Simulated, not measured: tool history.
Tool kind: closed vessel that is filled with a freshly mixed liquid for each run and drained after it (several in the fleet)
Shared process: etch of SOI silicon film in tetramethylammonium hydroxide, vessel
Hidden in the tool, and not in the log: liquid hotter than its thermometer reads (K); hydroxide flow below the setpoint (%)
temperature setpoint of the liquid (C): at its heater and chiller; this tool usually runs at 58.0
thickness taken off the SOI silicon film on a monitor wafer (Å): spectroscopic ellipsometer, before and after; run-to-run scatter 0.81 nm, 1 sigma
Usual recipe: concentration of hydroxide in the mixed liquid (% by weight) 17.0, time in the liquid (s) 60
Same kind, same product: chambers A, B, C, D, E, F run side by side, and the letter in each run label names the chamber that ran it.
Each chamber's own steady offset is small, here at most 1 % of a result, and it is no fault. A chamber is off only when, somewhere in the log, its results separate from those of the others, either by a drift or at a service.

run,hour,temperature setpoint of the liquid (C),concentration of hydroxide in the mixed liquid (% by weight),time in the liquid (s),hours since the thermometer was replaced,hours since the hydroxide flow meter was replaced,"read-back film thickness of the SOI silicon film reference wafer, read on the same gauge (nm)",thickness taken off the SOI silicon film on a monitor wafer (Å)
1E,9.0,58.0,17.0,60,509.6,174.2,129.96,1685.4
2B,22.2,58.0,17.0,60,1092.6,265.2,130.02,1692.6
# hour 32.0: chamber A: thermometer replaced
3A,37.3,58.0,17.0,60,5.3,495.2,130.00,1678.1
4F,48.1,58.0,17.0,60,534.2,1093.9,130.03,1679.8
5D,59.1,58.0,17.0,60,1206.5,622.2,130.03,1657.5
6C,70.6,58.0,17.0,60,2217.8,97.6,129.94,1680.7
7D,81.7,58.0,17.0,60,1229.1,644.8,129.99,1665.4
8B,92.8,58.0,17.0,60,1163.2,335.8,130.01,1677.1
9C,107.7,58.0,17.0,60,2254.9,134.7,130.00,1693.1
10F,117.3,58.0,17.0,60,603.4,1163.1,130.00,1681.9
11A,129.3,58.0,17.0,60,97.3,587.2,130.04,1675.8
12E,137.2,58.0,17.0,60,637.8,302.4,129.98,1687.9
13F,144.5,58.0,17.0,60,630.6,1190.3,129.98,1684.2
14D,153.1,58.0,17.0,60,1300.5,716.2,130.00,1667.2
15B,166.6,58.0,17.0,60,1237.0,409.6,130.00,1678.9
16E,179.6,58.0,17.0,60,680.2,344.8,129.98,1685.5
# hour 180.1: chamber A: hydroxide flow meter replaced
17A,191.7,58.0,17.0,60,159.7,11.6,129.99,1677.5
18C,203.1,58.0,17.0,60,2350.3,230.1,129.99,1681.3
19E,216.8,63.0,17.0,60,717.4,382.0,129.99,2281.8
20B,229.1,63.0,17.0,60,1299.5,472.1,130.02,2330.8
21C,243.3,63.0,17.0,60,2390.5,270.3,129.99,2306.4
22F,254.5,63.0,17.0,60,740.6,1300.3,130.06,2281.3
# hour 254.9: chamber E: thermometer replaced
23A,266.3,63.0,17.0,60,234.3,86.2,130.03,2294.2
24D,274.1,63.0,17.0,60,1421.5,837.2,129.95,2264.1
25D,286.7,58.0,17.0,60,1434.1,849.8,130.00,1660.3
26A,299.7,54.0,17.0,60,267.7,119.6,130.01,1283.9
27F,310.9,54.0,17.0,60,797.0,1356.7,130.00,1310.7
28E,324.1,54.0,17.0,60,69.2,489.3,129.99,1304.0
29C,338.1,54.0,17.0,60,2485.3,365.1,130.02,1301.7
30B,348.5,54.0,17.0,60,1418.9,591.5,130.02,1343.2
31F,355.2,54.0,17.0,60,841.3,1401.0,130.02,1306.0
32C,370.3,58.0,17.0,60,2517.5,397.3,130.04,1676.4
33E,383.2,58.0,17.0,60,128.3,548.4,130.03,1687.4
# hour 391.0: chamber C: thermometer replaced
34A,395.6,58.0,17.0,60,363.6,215.5,129.99,1670.8
35D,407.1,51.5,14.5,60,1554.5,970.2,129.99,1177.1
36B,416.4,51.5,14.5,60,1486.8,659.4,130.03,1226.0
37F,424.7,51.5,14.5,60,910.8,1470.5,130.05,1166.4
38B,432.4,51.5,14.5,60,1502.8,675.4,129.99,1228.0
39A,441.4,51.5,14.5,60,409.4,261.3,130.01,1162.4
40D,450.1,51.5,14.5,60,1597.5,1013.2,130.01,1169.1
41C,458.2,58.0,17.0,60,67.3,485.2,130.01,1668.2
42E,468.1,58.0,17.0,60,213.2,633.3,130.02,1697.0
43D,478.0,58.0,17.0,60,1625.4,1041.1,129.99,1665.7

All chambers now run identical settings, listed one chamber a line with results as question marks. What results will each chamber show?
44A,489.1,58.0,19.0,60,,,,?
44B,489.1,58.0,19.0,60,,,,?
44C,489.1,58.0,19.0,60,,,,?
44D,489.1,58.0,19.0,60,,,,?
44E,489.1,58.0,19.0,60,,,,?
44F,489.1,58.0,19.0,60,,,,?

run,thickness taken off the SOI silicon film on a monitor wafer (Å)
44A,1608.3
44B,1716.7
44C,1604.7
44D,1596.8
44E,1611.5
44F,1623.6
